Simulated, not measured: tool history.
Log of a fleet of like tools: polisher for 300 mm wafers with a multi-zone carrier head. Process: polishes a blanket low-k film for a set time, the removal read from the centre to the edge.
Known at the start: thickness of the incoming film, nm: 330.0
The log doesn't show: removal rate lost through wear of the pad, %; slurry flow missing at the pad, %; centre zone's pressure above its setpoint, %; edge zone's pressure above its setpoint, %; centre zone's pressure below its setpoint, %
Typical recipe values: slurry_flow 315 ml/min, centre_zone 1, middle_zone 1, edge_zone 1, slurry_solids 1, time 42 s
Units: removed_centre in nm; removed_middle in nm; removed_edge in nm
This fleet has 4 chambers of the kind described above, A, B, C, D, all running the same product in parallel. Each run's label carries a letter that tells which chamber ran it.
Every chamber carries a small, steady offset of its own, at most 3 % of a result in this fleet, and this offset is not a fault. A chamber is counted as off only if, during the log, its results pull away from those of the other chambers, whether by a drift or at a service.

| run | hour | slurry_flow | centre_zone | middle_zone | edge_zone | slurry_solids | time | wafers polished on this pad | hours since the slurry nozzle was cleaned | hours since the centre zone pressure was calibrated | hours since the edge zone pressure was calibrated | removed_centre | removed_middle | removed_edge |
|---|---|---|---|---|---|---|---|---|---|---|---|---|---|---|
| 1C | 2.1 | 315 | 1 | 1 | 1 | 1 | 42 | 382 | 485.5 | 905.1 | 516.1 | 17.725 | 18.14 | 17.634 |
| 2B | 4.5 | 315 | 1 | 1 | 1 | 1 | 42 | 540 | 769.9 | 101.2 | 459.4 | 17.06 | 17.93 | 17.651 |
| 3A | 8.3 | 315 | 1 | 1 | 1 | 1 | 42 | 764 | 194 | 144.6 | 944.5 | 17.298 | 17.74 | 17.781 |
| 4D | 10.9 | 315 | 1 | 1 | 1 | 1 | 42 | 290 | 440 | 198.8 | 90 | 17.004 | 17.662 | 17.456 |
| 5C | 13.8 | 315 | 1 | 1 | 1 | 1 | 42 | 461 | 497.2 | 916.8 | 527.8 | 17.455 | 18.209 | 17.019 |
| 6D | 17.9 | 315 | 1 | 1 | 1 | 1 | 42 | 338 | 447 | 205.8 | 97 | 17.099 | 17.348 | 17.079 |
| 7B | 20.7 | 315 | 1 | 1 | 1 | 1 | 42 | 650 | 786.1 | 117.4 | 475.6 | 17.686 | 17.698 | 17.55 |
| 8A | 24.9 | 315 | 1 | 1 | 1 | 1 | 42 | 877 | 210.6 | 161.2 | 961.1 | 17.306 | 17.138 | 17.203 |
| 9D | 26.9 | 315 | 1 | 1 | 1 | 1 | 42 | 399 | 456 | 214.8 | 106 | 17.625 | 17.284 | 17.358 |
| 10C | 29.8 | 315 | 1 | 1 | 1 | 1 | 42 | 569 | 513.2 | 932.8 | 543.8 | 17.657 | 18.038 | 16.727 |
| 11B | 33.8 | 315 | 0.89 | 0.91 | 1 | 1 | 42 | 738 | 799.2 | 130.5 | 488.7 | 15.273 | 15.946 | 17.543 |
| 12A | 36.6 | 315 | 0.89 | 0.91 | 1 | 1 | 42 | 956 | 222.3 | 172.9 | 972.8 | 15.275 | 15.847 | 17.818 |
| 13B | 39.8 | 315 | 0.89 | 0.91 | 1 | 1 | 42 | 779 | 805.2 | 136.5 | 494.7 | 15.159 | 16.033 | 17.603 |
|  | 40.6 | chamber A: edge zone pressure recalibrated |
| 14C | 42.8 | 315 | 0.89 | 0.91 | 1 | 1 | 42 | 657 | 526.2 | 945.8 | 556.8 | 14.98 | 16.58 | 16.863 |
| 15D | 47 | 315 | 1 | 1 | 1 | 1 | 37 | 535 | 476.1 | 234.9 | 126.1 | 15.095 | 15.465 | 15.329 |
| 16A | 50.8 | 315 | 1 | 1 | 1 | 1 | 37 | 1052 | 236.5 | 187.1 | 10.3 | 15.798 | 15.57 | 15.559 |
| 17D | 54.5 | 315 | 1 | 1 | 1 | 1 | 37 | 585 | 483.6 | 242.4 | 133.6 | 15.252 | 15.503 | 15.642 |
| 18A | 56.6 | 315 | 1 | 1 | 1 | 1 | 37 | 1091 | 242.3 | 192.9 | 16.1 | 15.256 | 15.229 | 15.408 |
|  | 58.9 | chamber B: slurry nozzle cleaned |
| 19B | 59 | 315 | 1 | 1 | 1 | 1 | 42 | 909 | 0.1 | 155.7 | 513.9 | 17.912 | 17.508 | 17.572 |
| 20C | 62.3 | 315 | 1 | 1 | 1 | 1 | 42 | 789 | 545.7 | 965.3 | 576.3 | 17.089 | 17.943 | 17.56 |
| 21D | 65.9 | 315 | 1 | 1 | 1 | 1 | 42 | 663 | 495 | 253.8 | 145 | 17.93 | 17.194 | 17.451 |
| 22B | 70 | 315 | 1 | 1 | 1 | 1 | 42 | 983 | 11.1 | 166.7 | 524.9 | 17.261 | 17.612 | 17.089 |
| 23A | 72.5 | 315 | 1 | 1 | 1 | 1 | 42 | 1199 | 258.2 | 208.8 | 32 | 17.104 | 16.945 | 17.677 |
| 24C | 74.6 | 315 | 1 | 1 | 1 | 1 | 42 | 872 | 558 | 977.6 | 588.6 | 17.04 | 17.556 | 17.145 |
|  | 76.8 | chamber C: worn pad replaced by a new one |
| 25C | 78.2 | 315 | 1 | 1 | 1.07 | 1.2 | 42 | 9 | 561.6 | 981.2 | 592.2 | 19.141 | 19.134 | 19.867 |
| 26B | 81.1 | 315 | 1 | 1 | 1.07 | 1.2 | 42 | 1058 | 22.2 | 177.8 | 536 | 18.897 | 19.247 | 19.71 |
| 27D | 84.1 | 315 | 1 | 1 | 1.07 | 1.2 | 42 | 786 | 513.2 | 272 | 163.2 | 19.207 | 18.998 | 19.47 |
| 28A | 86.9 | 315 | 1 | 1 | 1.07 | 1.2 | 42 | 1296 | 272.6 | 223.2 | 46.4 | 18.267 | 18.349 | 18.856 |
| 29A | 89.7 | 315 | 1 | 1 | 1 | 1 | 42 | 1315 | 275.4 | 226 | 49.2 | 16.9 | 16.902 | 16.695 |
|  | 90.1 | chamber D: worn pad replaced by a new one |
| 30C | 92.6 | 315 | 1 | 1 | 1 | 1 | 42 | 107 | 576 | 995.6 | 606.6 | 17.392 | 18.143 | 17.377 |
| 31B | 95.8 | 255 | 1 | 1 | 0.93 | 1 | 42 | 1158 | 36.9 | 192.5 | 550.7 | 16.965 | 17.59 | 16.521 |
|  | 96.9 | chamber C: slurry nozzle cleaned |
| 32D | 99.9 | 255 | 1 | 1 | 0.93 | 1 | 42 | 66 | 529 | 287.8 | 179 | 17.364 | 17.113 | 16.193 |
| 33D | 103.8 | 255 | 1 | 1 | 0.93 | 1 | 42 | 93 | 532.9 | 291.7 | 182.9 | 17.478 | 17.219 | 16.469 |
| 34C | 107.3 | 255 | 1 | 1 | 0.93 | 1 | 42 | 206 | 10.5 | 1010.3 | 621.3 | 16.709 | 17.891 | 16.116 |
|  | 109.1 | chamber D: slurry nozzle cleaned |
| 35B | 110.3 | 315 | 1 | 1 | 1 | 1 | 42 | 1256 | 51.4 | 207 | 565.2 | 17.247 | 18.181 | 17.472 |
| 36A | 112.5 | 315 | 1 | 1 | 1 | 1 | 42 | 1469 | 298.2 | 248.8 | 72 | 15.84 | 16.23 | 16.245 |
| 37C | 115.1 | 315 | 1.1 | 1 | 1 | 1 | 29 | 259 | 18.3 | 1018.1 | 629.1 | 13.228 | 12.531 | 12.022 |
| 38B | 118.6 | 315 | 1.1 | 1 | 1 | 1 | 29 | 1312 | 59.7 | 215.3 | 573.5 | 13.303 | 12.217 | 12.021 |
| 39A | 120.9 | 315 | 1.1 | 1 | 1 | 1 | 29 | 1526 | 306.6 | 257.2 | 80.4 | 12.102 | 10.941 | 11.258 |
| 40D | 124.7 | 315 | 1.1 | 1 | 1 | 1 | 29 | 234 | 15.6 | 312.6 | 203.8 | 13.595 | 11.924 | 12.51 |
| 41A | 128.3 | 315 | 1 | 1 | 1 | 1 | 42 | 1576 | 314 | 264.6 | 87.8 | 16.442 | 15.984 | 16.261 |
| 42D | 130.3 | 240 | 1 | 0.96 | 1 | 1 | 42 | 272 | 21.2 | 318.2 | 209.4 | 17.233 | 16.78 | 17.019 |
| 43C | 134.3 | 240 | 1 | 0.96 | 1 | 1 | 42 | 389 | 37.5 | 1037.3 | 648.3 | 16.706 | 16.659 | 16.747 |

Has any chamber moved away from the others, gradually or after a service, or does the common gauge drift, or do the chambers differ only by their own small steady offsets? State the chamber and the most likely cause if one applies.

It is chamber A that slowly wanders off from its peers.
Most likely cause: removal rate lost through wear of the pad, % = 10.2.

Chamber A could run next with any of the 4 candidate recipes listed below; each alters the usual settings, and their results appear as question marks. Which one brings its results back in line with what the other chambers deliver on the usual settings?
In line here means within this much of the mean the other chambers give on the usual settings: removed_centre 0.87 nm; removed_middle 0.7 nm; removed_edge 0.87 nm
| 44A-1 | 137.4 | 320 | 1.01 | 1.02 | 0.99 | 1.05 | 46 |  |  |  |  | ? | ? | ? |
| 44A-2 | 137.4 | 310 | 0.99 | 0.97 | 1.01 | 0.95 | 36 |  |  |  |  | ? | ? | ? |
| 44A-3 | 137.4 | 320 | 1.01 | 1.03 | 0.99 | 1.05 | 48 |  |  |  |  | ? | ? | ? |
| 44A-4 | 137.4 | 310 | 1 | 0.98 | 1.01 | 0.95 | 39 |  |  |  |  | ? | ? | ? |

On the usual settings, the other chambers give on average: removed_centre 17.534 nm; removed_middle 17.665 nm; removed_edge 17.491 nm
| run | removed_centre | removed_middle | removed_edge |
|---|---|---|---|
| 44A-1 | 18.032 | 17.784 | 17.623 |
| 44A-2 | 13.144 | 12.662 | 13.3 |
| 44A-3 | 18.817 | 18.726 | 18.387 |
| 44A-4 | 14.401 | 13.847 | 14.406 |
44A-1 puts the chamber back in line with the other chambers.
